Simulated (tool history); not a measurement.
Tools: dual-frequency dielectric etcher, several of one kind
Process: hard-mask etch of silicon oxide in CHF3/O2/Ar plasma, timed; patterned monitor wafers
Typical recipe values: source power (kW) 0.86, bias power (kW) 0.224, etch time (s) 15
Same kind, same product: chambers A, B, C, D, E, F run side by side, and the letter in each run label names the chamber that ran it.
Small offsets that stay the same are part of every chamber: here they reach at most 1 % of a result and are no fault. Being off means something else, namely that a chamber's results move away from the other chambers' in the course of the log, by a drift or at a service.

run	day	source power (kW)	bias power (kW)	etch time (s)	hours since the last wet clean	hours since the last source power generator calibration	hours since the last bias power generator calibration	read-back reference wafer on the same gauge, depth_nm	mean etch depth across the wafer (Å)
1A	0.208	0.86	0.224	15	43.4	97.4	411.4	35.705	362.92
2E	0.458	0.86	0.224	15	52.2	1439.1	1231.2	35.733	362.5
3B	0.596	0.86	0.224	15	61.9	2974.3	539.8	35.671	366.07
4C	0.804	0.86	0.224	15	319.8	1179	1526.3	35.691	365.15
5F	1.033	0.86	0.224	15	257.5	1878.5	1804.9	35.733	366.83
6D	1.183	0.86	0.224	12.5	29	4433.8	450.6	35.744	304.48
7C	1.417	0.86	0.224	12.5	334.5	1193.7	1541	35.695	304.94
8E	1.625	0.86	0.224	12.5	80.2	1467.1	1259.2	35.67	302.5
9F	1.867	0.86	0.224	12.5	277.5	1898.5	1824.9	35.75	306.38
10D	2.108	0.86	0.224	12.5	51.2	4456	472.8	35.71	304.14
11A	2.296	0.86	0.224	12.5	93.5	147.5	461.5	35.736	299.15
12B	2.508	0.86	0.224	15	107.8	3020.2	585.7	35.766	365.98
# day 2.517: chamber C: wet clean of the chamber
13A	2.633	0.86	0.224	15	101.6	155.6	469.6	35.708	360.61
14D	2.833	0.86	0.224	15	68.6	4473.4	490.2	35.682	361.97
15F	2.967	0.86	0.224	15	303.9	1924.9	1851.3	35.619	362.58
16C	3.204	0.86	0.224	15	16.5	1236.6	1583.9	35.706	381.52
# day 3.233: chamber D: source power generator calibrated
17E	3.433	0.86	0.224	15	123.6	1510.5	1302.6	35.701	362.64
18B	3.675	0.86	0.224	15	135.8	3048.2	613.7	35.674	368.33
19F	3.925	0.86	0.224	15	326.9	1947.9	1874.3	35.732	362.59
20E	4.162	0.86	0.224	15	141.1	1528	1320.1	35.716	362.99
21C	4.408	0.86	0.224	15	45.4	1265.5	1612.8	35.742	384.89
22D	4.592	0.86	0.224	15	110.8	32.6	532.4	35.692	363.59
23A	4.733	0.86	0.224	15	152	206	520	35.72	361.16
24B	4.933	0.86	0.224	15	166	3078.4	643.9	35.693	367.46
25F	5.075	0.86	0.224	15	354.5	1975.5	1901.9	35.695	367.06
26C	5.229	0.86	0.224	15	65.1	1285.2	1632.5	35.641	380.43
27A	5.383	0.86	0.224	15	167.6	221.6	535.6	35.762	360.45
28D	5.625	0.86	0.224	15	135.6	57.4	557.2	35.684	367.84
29B	5.817	0.86	0.224	15	187.2	3099.6	665.1	35.743	365.59
30E	6.054	0.86	0.224	15	186.5	1573.4	1365.5	35.73	363.21
31F	6.183	0.86	0.224	15	381.1	2002.1	1928.5	35.691	363.67
32C	6.321	0.86	0.224	15	91.3	1311.4	1658.7	35.741	380.92
33D	6.479	0.86	0.224	15	156.1	77.9	577.7	35.767	362.48
34E	6.754	0.86	0.224	15	203.3	1590.2	1382.3	35.645	366.36
35A	6.904	0.86	0.224	15	204.1	258.1	572.1	35.759	358.16
36B	7.096	0.86	0.224	15	217.9	3130.3	695.8	35.645	367.36
37B	7.358	0.86	0.224	15	224.2	3136.6	702.1	35.69	364.68

Is one chamber out of step, is the gauge drifting, or do the chambers differ by no more than their own small offsets? For an off chamber, give its letter and the likeliest cause.

Chamber C has stood off from the others ever since a service on it.
What lies behind it: etch rate over this chamber's usual, % = 4.14.

Here are 4 candidates for chamber C's next run, each the usual settings with a change, their results left as question marks. Which one brings its results back in line with what the others give on the usual settings?
Allowed miss from the other chambers' usual-settings mean, per result, to count as in line: mean etch depth across the wafer (Å) 8.6
38C-1	7.558	0.87	0.226	15.5					?
38C-2	7.558	0.85	0.222	14.5					?
38C-3	7.558	0.84	0.22	14					?
38C-4	7.558	0.88	0.228	16					?

Mean of the other chambers on the usual settings: mean etch depth across the wafer (Å) 365.45
run	mean etch depth across the wafer (Å)
38C-1	395.26
38C-2	364.28
38C-3	349.07
38C-4	411.02
Change 38C-2 lands the chamber within the allowed miss of the other chambers.
